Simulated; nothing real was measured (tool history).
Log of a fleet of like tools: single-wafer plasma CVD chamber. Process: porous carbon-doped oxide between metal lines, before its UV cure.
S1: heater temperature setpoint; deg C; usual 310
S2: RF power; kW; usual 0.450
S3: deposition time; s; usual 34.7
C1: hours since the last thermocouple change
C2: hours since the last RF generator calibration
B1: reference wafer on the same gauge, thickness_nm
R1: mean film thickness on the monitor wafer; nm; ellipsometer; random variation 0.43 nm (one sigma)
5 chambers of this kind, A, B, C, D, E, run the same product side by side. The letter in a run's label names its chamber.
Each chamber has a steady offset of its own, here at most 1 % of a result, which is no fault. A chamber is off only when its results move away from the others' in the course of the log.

{"run": "1C", "hour": 10.1, "S1": 310, "S2": 0.45, "S3": 34.7, "C1": 180.3, "C2": 1328.1, "B1": 148.13, "R1": 163.2}
{"run": "2D", "hour": 20.2, "S1": 310, "S2": 0.45, "S3": 34.7, "C1": 206.3, "C2": 93.4, "B1": 147.93, "R1": 164.93}
{"run": "3E", "hour": 33.6, "S1": 310, "S2": 0.45, "S3": 34.7, "C1": 1472.4, "C2": 964.2, "B1": 148.03, "R1": 164.12}
{"run": "4A", "hour": 44.8, "S1": 310, "S2": 0.45, "S3": 34.7, "C1": 2665.1, "C2": 630.5, "B1": 147.9, "R1": 164.56}
{"run": "5B", "hour": 53.3, "S1": 310, "S2": 0.45, "S3": 34.7, "C1": 1851.1, "C2": 391.1, "B1": 147.97, "R1": 164.21}
{"run": "6B", "hour": 66.5, "S1": 310, "S2": 0.45, "S3": 34.7, "C1": 1864.3, "C2": 404.3, "B1": 148.01, "R1": 164.19}
{"run": "7A", "hour": 73.1, "S1": 310, "S2": 0.45, "S3": 34.7, "C1": 2693.4, "C2": 658.8, "B1": 148.02, "R1": 164.52}
{"run": "8D", "hour": 83.8, "S1": 310, "S2": 0.505, "S3": 40.7, "C1": 269.9, "C2": 157.0, "B1": 148.02, "R1": 209.47}
{"run": "9C", "hour": 95.3, "S1": 310, "S2": 0.505, "S3": 40.7, "C1": 265.5, "C2": 1413.3, "B1": 147.88, "R1": 206.35}
{"run": "10E", "hour": 102.9, "S1": 310, "S2": 0.505, "S3": 40.7, "C1": 1541.7, "C2": 1033.5, "B1": 147.85, "R1": 208.15}
{"run": "11C", "hour": 115.7, "S1": 310, "S2": 0.505, "S3": 40.7, "C1": 285.9, "C2": 1433.7, "B1": 148.01, "R1": 206.87}
{"run": "12B", "hour": 125.5, "S1": 310, "S2": 0.505, "S3": 40.7, "C1": 1923.3, "C2": 463.3, "B1": 148.1, "R1": 208.63}
{"run": "13D", "hour": 138.6, "S1": 310, "S2": 0.45, "S3": 37.6, "C1": 324.7, "C2": 211.8, "B1": 147.95, "R1": 179.43}
{"run": "14E", "hour": 147.6, "S1": 310, "S2": 0.45, "S3": 37.6, "C1": 1586.4, "C2": 1078.2, "B1": 147.91, "R1": 177.17}
{"run": "15A", "hour": 159.4, "S1": 310, "S2": 0.45, "S3": 37.6, "C1": 2779.7, "C2": 745.1, "B1": 147.97, "R1": 177.79}
{"hour": 163.7, "done": "chamber B: thermocouple changed; heater temperature recalibrated"}
{"run": "16B", "hour": 170.8, "S1": 310, "S2": 0.45, "S3": 37.6, "C1": 7.1, "C2": 508.6, "B1": 148.05, "R1": 177.27}
{"run": "17A", "hour": 180.1, "S1": 310, "S2": 0.45, "S3": 37.6, "C1": 2800.4, "C2": 765.8, "B1": 148.03, "R1": 177.62}
{"run": "18E", "hour": 189.8, "S1": 310, "S2": 0.45, "S3": 34.7, "C1": 1628.6, "C2": 1120.4, "B1": 147.97, "R1": 163.66}
{"run": "19D", "hour": 196.1, "S1": 310, "S2": 0.45, "S3": 34.7, "C1": 382.2, "C2": 269.3, "B1": 147.98, "R1": 164.69}
{"hour": 196.7, "done": "chamber E: RF generator calibrated"}
{"run": "20C", "hour": 206.6, "S1": 310, "S2": 0.45, "S3": 34.7, "C1": 376.8, "C2": 1524.6, "B1": 148.01, "R1": 163.46}
{"run": "21A", "hour": 219.1, "S1": 310, "S2": 0.45, "S3": 34.7, "C1": 2839.4, "C2": 804.8, "B1": 147.97, "R1": 164.64}
{"hour": 225.6, "done": "chamber A: thermocouple changed; heater temperature recalibrated"}
{"run": "22D", "hour": 231.9, "S1": 310, "S2": 0.45, "S3": 34.7, "C1": 418.0, "C2": 305.1, "B1": 148.0, "R1": 165.19}
{"run": "23B", "hour": 240.8, "S1": 310, "S2": 0.45, "S3": 34.7, "C1": 77.1, "C2": 578.6, "B1": 148.03, "R1": 162.98}
{"run": "24C", "hour": 247.7, "S1": 310, "S2": 0.45, "S3": 34.7, "C1": 417.9, "C2": 1565.7, "B1": 148.02, "R1": 163.26}
{"run": "25E", "hour": 260.3, "S1": 310, "S2": 0.45, "S3": 34.7, "C1": 1699.1, "C2": 63.6, "B1": 147.92, "R1": 164.28}
{"run": "26B", "hour": 271.9, "S1": 296, "S2": 0.45, "S3": 34.7, "C1": 108.2, "C2": 609.7, "B1": 148.1, "R1": 177.33}
{"run": "27A", "hour": 280.7, "S1": 296, "S2": 0.45, "S3": 34.7, "C1": 55.2, "C2": 866.4, "B1": 148.05, "R1": 173.49}
{"run": "28D", "hour": 287.7, "S1": 296, "S2": 0.45, "S3": 34.7, "C1": 473.8, "C2": 360.9, "B1": 147.96, "R1": 178.38}
{"run": "29C", "hour": 298.0, "S1": 296, "S2": 0.45, "S3": 34.7, "C1": 468.2, "C2": 1616.0, "B1": 148.0, "R1": 176.43}
{"run": "30E", "hour": 307.6, "S1": 296, "S2": 0.45, "S3": 34.7, "C1": 1746.4, "C2": 110.9, "B1": 147.89, "R1": 176.62}
{"run": "31D", "hour": 321.2, "S1": 310, "S2": 0.45, "S3": 34.7, "C1": 507.3, "C2": 394.4, "B1": 148.06, "R1": 165.23}
{"run": "32B", "hour": 333.6, "S1": 310, "S2": 0.45, "S3": 34.7, "C1": 169.9, "C2": 671.4, "B1": 148.0, "R1": 164.19}
{"run": "33E", "hour": 345.3, "S1": 310, "S2": 0.45, "S3": 34.7, "C1": 1784.1, "C2": 148.6, "B1": 147.95, "R1": 163.76}
{"run": "34A", "hour": 351.9, "S1": 310, "S2": 0.45, "S3": 34.7, "C1": 126.4, "C2": 937.6, "B1": 147.95, "R1": 161.25}
{"run": "35C", "hour": 362.5, "S1": 310, "S2": 0.45, "S3": 34.7, "C1": 532.7, "C2": 1680.5, "B1": 148.01, "R1": 163.54}
{"run": "36D", "hour": 371.8, "S1": 310, "S2": 0.45, "S3": 34.7, "C1": 557.9, "C2": 445.0, "B1": 147.91, "R1": 165.76}
{"run": "37B", "hour": 379.9, "S1": 310, "S2": 0.45, "S3": 34.7, "C1": 216.2, "C2": 717.7, "B1": 148.02, "R1": 164.61}
{"run": "38C", "hour": 392.2, "S1": 310, "S2": 0.45, "S3": 34.7, "C1": 562.4, "C2": 1710.2, "B1": 147.88, "R1": 162.59}
{"run": "39E", "hour": 404.0, "S1": 310, "S2": 0.45, "S3": 34.7, "C1": 1842.8, "C2": 207.3, "B1": 148.02, "R1": 163.84}
{"run": "40A", "hour": 415.3, "S1": 310, "S2": 0.45, "S3": 34.7, "C1": 189.8, "C2": 1001.0, "B1": 148.01, "R1": 161.25}
{"run": "41B", "hour": 423.8, "S1": 310, "S2": 0.45, "S3": 34.7, "C1": 260.1, "C2": 761.6, "B1": 148.06, "R1": 163.36}
{"run": "42E", "hour": 436.5, "S1": 310, "S2": 0.45, "S3": 34.7, "C1": 1875.3, "C2": 239.8, "B1": 148.01, "R1": 164.28}
{"run": "43D", "hour": 444.7, "S1": 310, "S2": 0.45, "S3": 34.7, "C1": 630.8, "C2": 517.9, "B1": 148.01, "R1": 164.91}
{"run": "44C", "hour": 454.9, "S1": 310, "S2": 0.45, "S3": 34.7, "C1": 625.1, "C2": 1772.9, "B1": 148.04, "R1": 163.73}

All 5 chambers run these settings next. Forecast each chamber's results:
{"run": "45A", "hour": 464.8, "S1": 310, "S2": 0.45, "S3": 34.7, "R1": "?"}
{"run": "45B", "hour": 464.8, "S1": 310, "S2": 0.45, "S3": 34.7, "R1": "?"}
{"run": "45C", "hour": 464.8, "S1": 310, "S2": 0.45, "S3": 34.7, "R1": "?"}
{"run": "45D", "hour": 464.8, "S1": 310, "S2": 0.45, "S3": 34.7, "R1": "?"}
{"run": "45E", "hour": 464.8, "S1": 310, "S2": 0.45, "S3": 34.7, "R1": "?"}

run=45A R1=161.17
run=45B R1=164.14
run=45C R1=162.73
run=45D R1=165.75
run=45E R1=163.84

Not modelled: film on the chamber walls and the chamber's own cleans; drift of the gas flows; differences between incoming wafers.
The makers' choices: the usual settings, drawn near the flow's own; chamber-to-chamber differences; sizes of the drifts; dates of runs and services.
